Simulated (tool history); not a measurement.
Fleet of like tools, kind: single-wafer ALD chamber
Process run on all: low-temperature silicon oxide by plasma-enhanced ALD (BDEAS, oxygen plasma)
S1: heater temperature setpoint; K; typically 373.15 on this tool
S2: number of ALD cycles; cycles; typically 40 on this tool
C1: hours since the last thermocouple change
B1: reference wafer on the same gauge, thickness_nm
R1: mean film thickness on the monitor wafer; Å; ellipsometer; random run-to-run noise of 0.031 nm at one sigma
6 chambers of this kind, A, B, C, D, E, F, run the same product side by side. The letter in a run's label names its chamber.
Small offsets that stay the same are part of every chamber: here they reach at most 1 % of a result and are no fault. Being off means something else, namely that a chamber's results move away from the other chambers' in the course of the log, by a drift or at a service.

run	hour	S1	S2	C1	B1	R1
1C	7.7	373.15	40	615.1	6.8515	56.011
2F	15.0	373.15	40	642.0	6.8569	57.047
3D	22.9	373.15	40	879.3	6.8501	56.867
4A	38.4	373.15	40	512.8	6.8499	56.736
5B	48.8	385.15	47	122.8	6.8506	65.678
6E	57.7	385.15	47	73.1	6.8460	65.446
7B	72.6	385.15	47	146.6	6.8427	65.619
8A	83.2	385.15	47	557.6	6.8524	65.534
9E	95.3	385.15	47	110.7	6.8516	66.263
10F	107.6	385.15	47	734.6	6.8552	66.206
11D	120.9	373.15	40	977.3	6.8539	56.791
12C	132.1	373.15	40	739.5	6.8466	56.873
13A	139.8	373.15	40	614.2	6.8495	56.820
14F	151.4	373.15	40	778.4	6.8573	57.854
15D	159.3	373.15	40	1015.7	6.8439	56.930
16C	173.3	373.15	40	780.7	6.8587	56.711
17E	186.0	373.15	40	201.4	6.8597	57.128
18B	197.2	373.15	40	271.2	6.8439	57.447
19D	208.1	373.15	40	1064.5	6.8564	57.613
20B	222.7	373.15	40	296.7	6.8527	57.124
21C	233.5	373.15	40	840.9	6.8569	56.641
22F	244.8	373.15	40	871.8	6.8422	57.597
23E	260.7	373.15	40	276.1	6.8367	57.359
24A	273.3	373.15	40	747.7	6.8561	56.902
25A	284.5	373.15	40	758.9	6.8508	56.815
26D	294.7	373.15	46	1151.1	6.8513	66.109
27F	303.6	373.15	46	930.6	6.8584	65.795
28B	314.9	373.15	46	388.9	6.8594	65.269
29E	331.0	373.15	46	346.4	6.8551	65.496
30C	346.4	373.15	46	953.8	6.8600	64.981
31B	358.8	373.15	46	432.8	6.8592	65.828
32E	372.8	373.15	40	388.2	6.8483	57.369
33D	380.0	386.15	40	1236.4	6.8453	55.639
34C	388.6	386.15	40	996.0	6.8519	55.160
# hour 391.4: chamber D: thermocouple changed; heater temperature recalibrated
35A	397.3	386.15	40	871.7	6.8487	55.727
36F	409.3	386.15	40	1036.3	6.8558	56.580
37B	420.0	386.15	40	494.0	6.8547	56.171
38E	427.6	386.15	40	443.0	6.8509	55.744
39D	444.1	373.15	40	52.8	6.8460	57.284
40C	458.2	373.15	40	1065.6	6.8507	56.165

One chamber off, gauge drift, or nothing amiss beyond the chambers' own small offsets? If it is a chamber, which one, and what is the likeliest cause?

No chamber stands off beyond its own small offset, and the gauge holds steady.

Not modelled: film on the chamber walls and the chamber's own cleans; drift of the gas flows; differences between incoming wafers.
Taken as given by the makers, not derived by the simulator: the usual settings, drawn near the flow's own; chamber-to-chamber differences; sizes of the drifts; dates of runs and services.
